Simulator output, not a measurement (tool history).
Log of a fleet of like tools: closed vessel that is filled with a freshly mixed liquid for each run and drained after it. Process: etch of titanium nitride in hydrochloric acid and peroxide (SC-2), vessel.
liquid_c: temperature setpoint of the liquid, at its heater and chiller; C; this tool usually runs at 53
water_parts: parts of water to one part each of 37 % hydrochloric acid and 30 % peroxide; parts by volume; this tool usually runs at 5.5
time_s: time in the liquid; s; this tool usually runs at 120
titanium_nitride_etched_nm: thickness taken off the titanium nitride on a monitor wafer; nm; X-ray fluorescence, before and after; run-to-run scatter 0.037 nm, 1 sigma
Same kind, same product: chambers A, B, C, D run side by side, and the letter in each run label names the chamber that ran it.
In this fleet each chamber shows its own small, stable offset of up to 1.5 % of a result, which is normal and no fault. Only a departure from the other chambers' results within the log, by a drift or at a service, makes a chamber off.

run,day,liquid_c,water_parts,time_s,hours since the thermometer was replaced,hours since the chemicals flow meter was replaced,hours since the drum of peroxide was connected,"read-back film thickness of the titanium nitride reference wafer, read on the same gauge (nm)",titanium_nitride_etched_nm
1B,0.221,53,5.5,120,185.3,461.9,181.1,120,6.3885
2D,0.35,53,5.5,120,1677.6,449.3,1291.2,120,6.4653
3C,0.533,53,5.5,120,1619,47.4,384.9,120,6.4512
4A,0.654,53,5.5,120,979.9,180.2,233,120,6.5231
5A,0.767,53,5.5,160,982.6,182.9,235.7,119.98,8.7393
6B,0.954,53,5.5,160,202.9,479.5,198.7,120.02,8.5052
7C,1.133,53,5.5,160,1633.4,61.8,399.3,120,8.7043
# day 1.35: chamber D: new drum of peroxide connected
8D,1.358,53,5.5,160,1701.8,473.5,0.2,120.01,8.6473
9C,1.492,53,5.5,120,1642,70.4,407.9,120,6.4229
10B,1.712,49,5.5,95,221.1,497.7,216.9,120.01,3.8365
11A,1.825,49,5.5,95,1008,208.3,261.1,119.99,3.9392
12D,1.983,49,5.5,95,1716.8,488.5,15.2,119.98,3.8957
13D,2.096,49,5.5,95,1719.5,491.2,17.9,119.99,3.8462
14C,2.288,53,5.5,120,1661.1,89.5,427,120.01,6.3985
15B,2.45,53,5.5,120,238.8,515.4,234.6,120,6.4213
16A,2.629,53,8,120,1027.3,227.6,280.4,120.01,4.8843
17A,2.733,53,8,120,1029.8,230.1,282.9,120.02,4.9012
# day 2.912: chamber A: thermometer replaced
18C,2.912,53,8,120,1676.1,104.5,442,120,4.8188
19D,3.046,53,8,120,1742.3,514,40.7,119.99,4.8519
20B,3.254,53,5.5,120,258.1,534.7,253.9,120,6.3844
21D,3.467,53,5.5,120,1752.4,524.1,50.8,120,6.4436
22A,3.65,53,5.5,120,17.8,252.1,304.9,119.99,6.5737
23C,3.8,53,5.5,120,1697.4,125.8,463.3,119.99,6.4664
24B,3.95,53,5.5,120,274.8,551.4,270.6,119.99,6.3646
25D,4.162,53,4,120,1769.1,540.8,67.5,119.99,8.068
26C,4.279,53,4,120,1708.9,137.3,474.8,120.02,8.0907
27B,4.45,53,4,120,286.8,563.4,282.6,120,7.9774
28A,4.629,53,4,120,41.3,275.6,328.4,120.01,8.2653
29D,4.85,53,5.5,120,1785.6,557.3,84,120.01,6.3713
30C,4.983,53,5.5,120,1725.8,154.2,491.7,119.99,6.485
31A,5.179,53,5.5,120,54.5,288.8,341.6,120.03,6.5517
32B,5.346,53,5.5,120,308.3,584.9,304.1,119.99,6.4147

Which is it: a chamber that has drifted or been left off by a service, a gauge drift common to all chambers, or only each chamber's usual small offset? If a chamber is off, name it and its likeliest cause.

All chambers stay in line apart from their small fixed offsets, and the gauge does not drift.
